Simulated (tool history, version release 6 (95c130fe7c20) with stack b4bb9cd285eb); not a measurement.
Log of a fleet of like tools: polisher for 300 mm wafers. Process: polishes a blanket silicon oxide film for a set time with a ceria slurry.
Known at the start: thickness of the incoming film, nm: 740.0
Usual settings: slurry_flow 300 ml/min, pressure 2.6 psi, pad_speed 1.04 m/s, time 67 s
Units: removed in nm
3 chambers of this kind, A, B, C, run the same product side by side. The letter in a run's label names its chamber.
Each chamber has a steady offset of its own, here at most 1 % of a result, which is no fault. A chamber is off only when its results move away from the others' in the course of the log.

run   hour  slurry_flow  pressure  pad_speed  time  wafers polished on this pad  hours since the slurry nozzle was cleaned  hours since the head pressure was calibrated  removed
 1C   12.2          300       2.6       1.04    67                          521                                       93.0                                         585.0   206.30
      14.0  -- chamber B: worn pad replaced by a new one
      16.2  -- chamber A: worn pad replaced by a new one
 2B   22.9          300       2.6       1.04    67                           94                                      384.4                                         431.1   209.67
 3A   35.8          300       2.6       1.04    67                          207                                       38.9                                        1637.9   209.39
 4B   48.5          300       2.6       1.04    67                          365                                      410.0                                         456.7   206.07
 5C   60.1          300       2.6       1.04    54                         1028                                      140.9                                         632.9   162.72
      71.1  -- chamber C: worn pad replaced by a new one
 6A   71.1          300       2.6       1.04    54                          580                                       74.2                                        1673.2   169.32
 7C   80.7          300       2.6       1.04    54                          102                                      161.5                                         653.5   164.03
 8B   88.2          300       2.6       1.04    67                          785                                      449.7                                         496.4   208.66
      91.2  -- chamber C: slurry nozzle cleaned
      96.3  -- chamber A: worn pad replaced by a new one
 9A   96.4          300       2.6       1.04    67                            1                                       99.5                                        1698.5   207.74
      99.4  -- chamber A: head pressure recalibrated
     103.0  -- chamber B: worn pad replaced by a new one
10C  107.5          300       2.6       1.04    67                          386                                       16.4                                         680.3   200.38
11B  122.1          300       2.6       1.04    67                          202                                      483.6                                         530.3   205.99
12A  131.0          300       2.6       1.38    67                          367                                      134.1                                          31.6   275.90
13B  140.6          300       2.6       1.38    67                          397                                      502.1                                         548.8   271.78
14C  147.3          300       2.6       1.38    67                          807                                       56.2                                         720.1   265.49
15A  154.4          300       2.6       1.04    67                          615                                      157.5                                          55.0   206.80
16B  169.0          230       2.6       1.04    76                          698                                      530.5                                         577.2   224.15
17A  179.0          230       2.6       1.04    76                          875                                      182.1                                          79.6   228.91
     187.2  -- chamber A: worn pad replaced by a new one
     188.8  -- chamber C: worn pad replaced by a new one
18C  190.0          230       2.6       1.04    76                           12                                       98.9                                         762.8   217.91
19B  204.3          300       2.6       1.04    67                         1071                                      565.8                                         612.5   206.22
20A  216.6          300       2.6       1.04    67                          311                                      219.7                                         117.2   208.21
21C  227.6          300       2.6       1.04    67                          410                                      136.5                                         800.4   196.72

What goes on in this fleet: one chamber off, a drifting gauge, or nothing beyond the chambers' own small offsets? Name the chamber and the cause, if any.

Chamber C drifts away from the others.
Cause: head's pressure below its setpoint, % = 5.65.

Here are 4 candidates for chamber C's next run, each the usual settings with a change, their results left as question marks. Which one brings its results back in line with what the others give on the usual settings?
In line means no further than this from the other chambers' mean on the usual settings: removed 5.80 nm
22C-1  238.1          300       2.5       1.02    66                                                                                                                              ?
22C-2  238.1          300       2.6       1.04    66                                                                                                                              ?
22C-3  238.1          300       2.8       1.04    67                                                                                                                              ?
22C-4  238.1          300       2.6       1.04    68                                                                                                                              ?

The other chambers' mean on the usual settings: removed 207.40 nm
  run  removed
22C-1   181.70
22C-2   192.69
22C-3   210.58
22C-4   198.53
22C-3 brings the chamber back in line.
